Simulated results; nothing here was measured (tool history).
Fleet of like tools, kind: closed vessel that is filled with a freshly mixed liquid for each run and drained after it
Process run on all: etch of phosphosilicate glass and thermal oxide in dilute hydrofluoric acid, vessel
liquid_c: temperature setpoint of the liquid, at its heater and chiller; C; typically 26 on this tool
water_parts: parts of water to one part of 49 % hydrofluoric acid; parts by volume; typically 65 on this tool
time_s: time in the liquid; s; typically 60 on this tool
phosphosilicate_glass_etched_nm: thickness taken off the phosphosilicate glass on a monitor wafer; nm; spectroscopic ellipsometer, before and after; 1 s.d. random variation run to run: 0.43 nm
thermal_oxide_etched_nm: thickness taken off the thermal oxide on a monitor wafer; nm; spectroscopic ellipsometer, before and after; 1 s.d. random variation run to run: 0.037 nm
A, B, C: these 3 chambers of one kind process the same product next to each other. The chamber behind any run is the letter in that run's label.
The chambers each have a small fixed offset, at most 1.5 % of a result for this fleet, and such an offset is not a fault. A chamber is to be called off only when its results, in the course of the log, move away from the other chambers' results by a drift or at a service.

| run | day | liquid_c | water_parts | time_s | hours since the thermometer was replaced | hours since the hydrofluoric acid flow meter was replaced | read-back film thickness of the phosphosilicate glass reference wafer, read on the same gauge (nm) | read-back film thickness of the thermal oxide reference wafer, read on the same gauge (nm) | phosphosilicate_glass_etched_nm | thermal_oxide_etched_nm |
|---|---|---|---|---|---|---|---|---|---|---|
| 1A | 0.371 | 26 | 65 | 60 | 623.9 | 334.0 | 90.013 | 90.006 | 96.801 | 4.7240 |
| 2B | 0.804 | 26 | 65 | 60 | 558.8 | 382.3 | 89.998 | 89.995 | 96.305 | 4.7803 |
| 3C | 1.279 | 26 | 65 | 60 | 1063.6 | 1254.6 | 89.998 | 89.999 | 96.853 | 4.8333 |
| 4B | 1.667 | 26 | 65 | 60 | 579.5 | 403.0 | 89.967 | 89.998 | 95.755 | 4.8164 |
| 5C | 1.954 | 26 | 65 | 60 | 1079.8 | 1270.8 | 89.991 | 90.003 | 96.824 | 4.7725 |
| 6A | 2.433 | 26 | 55 | 60 | 673.4 | 383.5 | 90.021 | 89.986 | 117.070 | 5.7611 |
|  | 2.650 | chamber B: hydrofluoric acid flow meter replaced |
| 7A | 2.725 | 26 | 55 | 60 | 680.4 | 390.5 | 90.011 | 89.995 | 115.810 | 5.7980 |
| 8B | 2.992 | 26 | 55 | 60 | 611.3 | 8.2 | 90.010 | 90.010 | 114.360 | 5.8111 |
| 9C | 3.583 | 26 | 65 | 60 | 1118.9 | 1309.9 | 90.030 | 90.003 | 96.500 | 4.8194 |
| 10A | 4.121 | 26 | 65 | 60 | 713.9 | 424.0 | 89.996 | 90.023 | 97.553 | 4.8215 |
| 11B | 4.708 | 26 | 65 | 60 | 652.5 | 49.4 | 89.996 | 90.022 | 95.694 | 4.8405 |
| 12C | 4.975 | 26 | 65 | 60 | 1152.3 | 1343.3 | 90.034 | 90.024 | 96.975 | 4.8447 |
| 13C | 5.362 | 26 | 65 | 60 | 1161.6 | 1352.6 | 90.001 | 90.007 | 96.814 | 4.7493 |
| 14B | 5.642 | 26 | 65 | 60 | 674.9 | 71.8 | 89.995 | 89.992 | 95.541 | 4.8890 |
| 15A | 6.050 | 26 | 65 | 60 | 760.2 | 470.3 | 90.025 | 89.965 | 97.471 | 4.7263 |
| 16C | 6.646 | 26 | 65 | 60 | 1192.4 | 1383.4 | 89.997 | 89.979 | 96.776 | 4.7588 |
| 17B | 7.254 | 26 | 65 | 60 | 713.6 | 110.5 | 90.027 | 90.000 | 95.338 | 4.8303 |
| 18A | 7.554 | 26 | 65 | 60 | 796.3 | 506.4 | 89.978 | 90.011 | 96.848 | 4.7620 |
| 19B | 8.133 | 26 | 65 | 60 | 734.7 | 131.6 | 89.990 | 90.005 | 95.870 | 4.8336 |
| 20C | 8.492 | 26 | 65 | 60 | 1236.7 | 1427.7 | 89.942 | 90.001 | 97.388 | 4.8088 |
| 21A | 8.942 | 26 | 65 | 60 | 829.6 | 539.7 | 89.991 | 89.989 | 97.680 | 4.7202 |
| 22C | 9.217 | 26 | 65 | 60 | 1254.1 | 1445.1 | 90.005 | 90.007 | 97.182 | 4.8590 |
| 23A | 9.646 | 26 | 65 | 60 | 846.5 | 556.6 | 89.989 | 90.018 | 96.813 | 4.8222 |
| 24B | 9.925 | 26 | 65 | 60 | 777.7 | 174.6 | 89.976 | 90.014 | 96.331 | 4.8960 |
| 25A | 10.233 | 23 | 80 | 60 | 860.6 | 570.7 | 90.029 | 89.995 | 68.236 | 3.3286 |
| 26C | 10.708 | 23 | 80 | 60 | 1289.9 | 1480.9 | 90.027 | 90.007 | 68.507 | 3.3547 |
| 27B | 11.267 | 23 | 80 | 60 | 809.9 | 206.8 | 89.952 | 90.011 | 68.104 | 3.4554 |
| 28A | 11.646 | 26 | 65 | 60 | 894.5 | 604.6 | 90.006 | 90.008 | 96.988 | 4.8015 |
| 29B | 12.142 | 26 | 65 | 60 | 830.9 | 227.8 | 90.030 | 90.029 | 95.676 | 4.8381 |

Which is it: a chamber that has drifted or been left off by a service, a gauge drift common to all chambers, or only each chamber's usual small offset? If a chamber is off, name it and its likeliest cause.

All chambers stay in line apart from their small fixed offsets, and the gauge does not drift.
